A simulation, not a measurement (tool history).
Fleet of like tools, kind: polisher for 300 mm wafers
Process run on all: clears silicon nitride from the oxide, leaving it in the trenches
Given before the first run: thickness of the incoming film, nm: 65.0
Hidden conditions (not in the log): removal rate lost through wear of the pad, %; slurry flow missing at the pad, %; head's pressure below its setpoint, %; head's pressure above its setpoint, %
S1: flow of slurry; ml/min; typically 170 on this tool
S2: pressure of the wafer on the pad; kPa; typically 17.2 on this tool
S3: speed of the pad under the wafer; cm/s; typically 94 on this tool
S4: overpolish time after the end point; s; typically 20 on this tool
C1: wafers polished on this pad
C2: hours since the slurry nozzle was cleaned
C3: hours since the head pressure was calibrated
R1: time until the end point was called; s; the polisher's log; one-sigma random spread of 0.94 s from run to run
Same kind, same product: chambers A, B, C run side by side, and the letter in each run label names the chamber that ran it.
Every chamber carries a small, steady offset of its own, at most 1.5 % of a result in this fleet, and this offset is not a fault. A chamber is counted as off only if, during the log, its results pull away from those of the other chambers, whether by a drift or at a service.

run 1B hour=4.7 | S1=170 S2=17.2 S3=94 S4=20 | C1=636 C2=174.3 C3=296.1 | R1=82.070
run 2A hour=8.2 | S1=170 S2=17.2 S3=94 S4=20 | C1=205 C2=37.4 C3=183.0 | R1=81.838
run 3C hour=11.6 | S1=170 S2=17.2 S3=94 S4=20 | C1=396 C2=373.6 C3=715.7 | R1=82.484
run 4A hour=15.3 | S1=170 S2=17.2 S3=94 S4=20 | C1=285 C2=44.5 C3=190.1 | R1=80.889
run 5B hour=17.7 | S1=170 S2=17.2 S3=94 S4=20 | C1=782 C2=187.3 C3=309.1 | R1=81.991
run 6C hour=22.6 | S1=170 S2=17.2 S3=94 S4=20 | C1=520 C2=384.6 C3=726.7 | R1=82.774
run 7A hour=25.9 | S1=170 S2=17.2 S3=94 S4=20 | C1=404 C2=55.1 C3=200.7 | R1=82.711
-- hour=29.3 chamber B: worn pad replaced by a new one
run 8B hour=30.0 | S1=170 S2=17.2 S3=94 S4=20 | C1=8 C2=199.6 C3=321.4 | R1=81.126
run 9C hour=32.3 | S1=170 S2=17.2 S3=94 S4=20 | C1=629 C2=394.3 C3=736.4 | R1=83.041
-- hour=33.8 chamber B: head pressure recalibrated
run 10C hour=36.0 | S1=170 S2=17.2 S3=94 S4=20 | C1=671 C2=398.0 C3=740.1 | R1=85.257
-- hour=36.8 chamber C: worn pad replaced by a new one
run 11B hour=38.8 | S1=170 S2=17.2 S3=94 S4=20 | C1=107 C2=208.4 C3=5.0 | R1=80.831
run 12A hour=41.0 | S1=195 S2=17.2 S3=94 S4=13 | C1=574 C2=70.2 C3=215.8 | R1=80.705
run 13A hour=45.0 | S1=195 S2=17.2 S3=94 S4=13 | C1=619 C2=74.2 C3=219.8 | R1=80.146
run 14B hour=48.5 | S1=195 S2=17.2 S3=94 S4=13 | C1=216 C2=218.1 C3=14.7 | R1=77.718
run 15C hour=52.3 | S1=170 S2=17.2 S3=94 S4=20 | C1=174 C2=414.3 C3=756.4 | R1=84.355
run 16B hour=55.2 | S1=170 S2=17.2 S3=94 S4=20 | C1=291 C2=224.8 C3=21.4 | R1=83.536
run 17A hour=59.7 | S1=170 S2=17.2 S3=94 S4=20 | C1=785 C2=88.9 C3=234.5 | R1=80.035
run 18C hour=62.0 | S1=170 S2=17.2 S3=94 S4=20 | C1=284 C2=424.0 C3=766.1 | R1=84.430
run 19A hour=64.8 | S1=170 S2=17.2 S3=94 S4=20 | C1=842 C2=94.0 C3=239.6 | R1=82.840
run 20C hour=67.7 | S1=170 S2=17.2 S3=94 S4=20 | C1=348 C2=429.7 C3=771.8 | R1=85.708
run 21B hour=70.9 | S1=170 S2=17.2 S3=94 S4=20 | C1=468 C2=240.5 C3=37.1 | R1=80.676
-- hour=71.5 chamber A: worn pad replaced by a new one
run 22A hour=75.5 | S1=170 S2=17.2 S3=94 S4=20 | C1=45 C2=104.7 C3=250.3 | R1=79.918
run 23B hour=79.1 | S1=170 S2=17.2 S3=94 S4=20 | C1=560 C2=248.7 C3=45.3 | R1=81.551
run 24C hour=83.0 | S1=170 S2=17.2 S3=94 S4=20 | C1=520 C2=445.0 C3=787.1 | R1=86.911
run 25C hour=87.9 | S1=170 S2=19.3 S3=94 S4=31 | C1=575 C2=449.9 C3=792.0 | R1=78.302
-- hour=88.2 chamber C: worn pad replaced by a new one
run 26A hour=92.6 | S1=170 S2=19.3 S3=94 S4=31 | C1=237 C2=121.8 C3=267.4 | R1=72.816
run 27B hour=94.7 | S1=170 S2=19.3 S3=94 S4=31 | C1=736 C2=264.3 C3=60.9 | R1=73.935
run 28B hour=96.9 | S1=170 S2=17.2 S3=94 S4=20 | C1=760 C2=266.5 C3=63.1 | R1=81.832
run 29A hour=99.7 | S1=170 S2=17.2 S3=94 S4=20 | C1=317 C2=128.9 C3=274.5 | R1=82.341
run 30C hour=103.5 | S1=170 S2=17.2 S3=94 S4=20 | C1=172 C2=465.5 C3=807.6 | R1=87.368
run 31C hour=106.3 | S1=170 S2=17.2 S3=94 S4=20 | C1=204 C2=468.3 C3=810.4 | R1=88.303
-- hour=109.8 chamber B: worn pad replaced by a new one
run 32A hour=110.6 | S1=170 S2=17.2 S3=94 S4=20 | C1=440 C2=139.8 C3=285.4 | R1=81.397
run 33B hour=113.8 | S1=170 S2=17.2 S3=94 S4=20 | C1=45 C2=283.4 C3=80.0 | R1=81.182
run 34B hour=116.7 | S1=170 S2=14.5 S3=94 S4=13 | C1=77 C2=286.3 C3=82.9 | R1=97.484
run 35A hour=120.4 | S1=170 S2=14.5 S3=94 S4=13 | C1=550 C2=149.6 C3=295.2 | R1=96.981
run 36C hour=123.3 | S1=170 S2=14.5 S3=94 S4=13 | C1=395 C2=485.3 C3=827.4 | R1=107.740
run 37A hour=128.2 | S1=170 S2=17.2 S3=94 S4=20 | C1=638 C2=157.4 C3=303.0 | R1=81.819
run 38B hour=130.6 | S1=170 S2=17.2 S3=94 S4=20 | C1=234 C2=300.2 C3=96.8 | R1=81.664

Is one chamber out of step, is the gauge drifting, or do the chambers differ by no more than their own small offsets? For an off chamber, give its letter and the likeliest cause.

Little by little, chamber C moves away from the other chambers.
What lies behind it: head's pressure below its setpoint, % = 9.59.
The log may not separate it from: slurry flow missing at the pad, %.

Chamber C could run next with any of the 4 candidate recipes listed below; each alters the usual settings, and their results appear as question marks. Which one brings its results back in line with what the other chambers deliver on the usual settings?
In-line tolerance around the mean of the other chambers on the usual settings: R1 3.300 s
run 39C-1 hour=134.1 | S1=170 S2=17.2 S3=104 S4=20 | R1=?
run 39C-2 hour=134.1 | S1=165 S2=15.9 S3=86 S4=20 | R1=?
run 39C-3 hour=134.1 | S1=175 S2=17.2 S3=112 S4=20 | R1=?
run 39C-4 hour=134.1 | S1=170 S2=17.2 S3=84 S4=20 | R1=?

Mean of the other chambers on the usual settings: R1 81.494 s
run=39C-1 R1=82.638
run=39C-2 R1=109.280
run=39C-3 R1=76.329
run=39C-4 R1=102.620
39C-1 brings the chamber back in line.
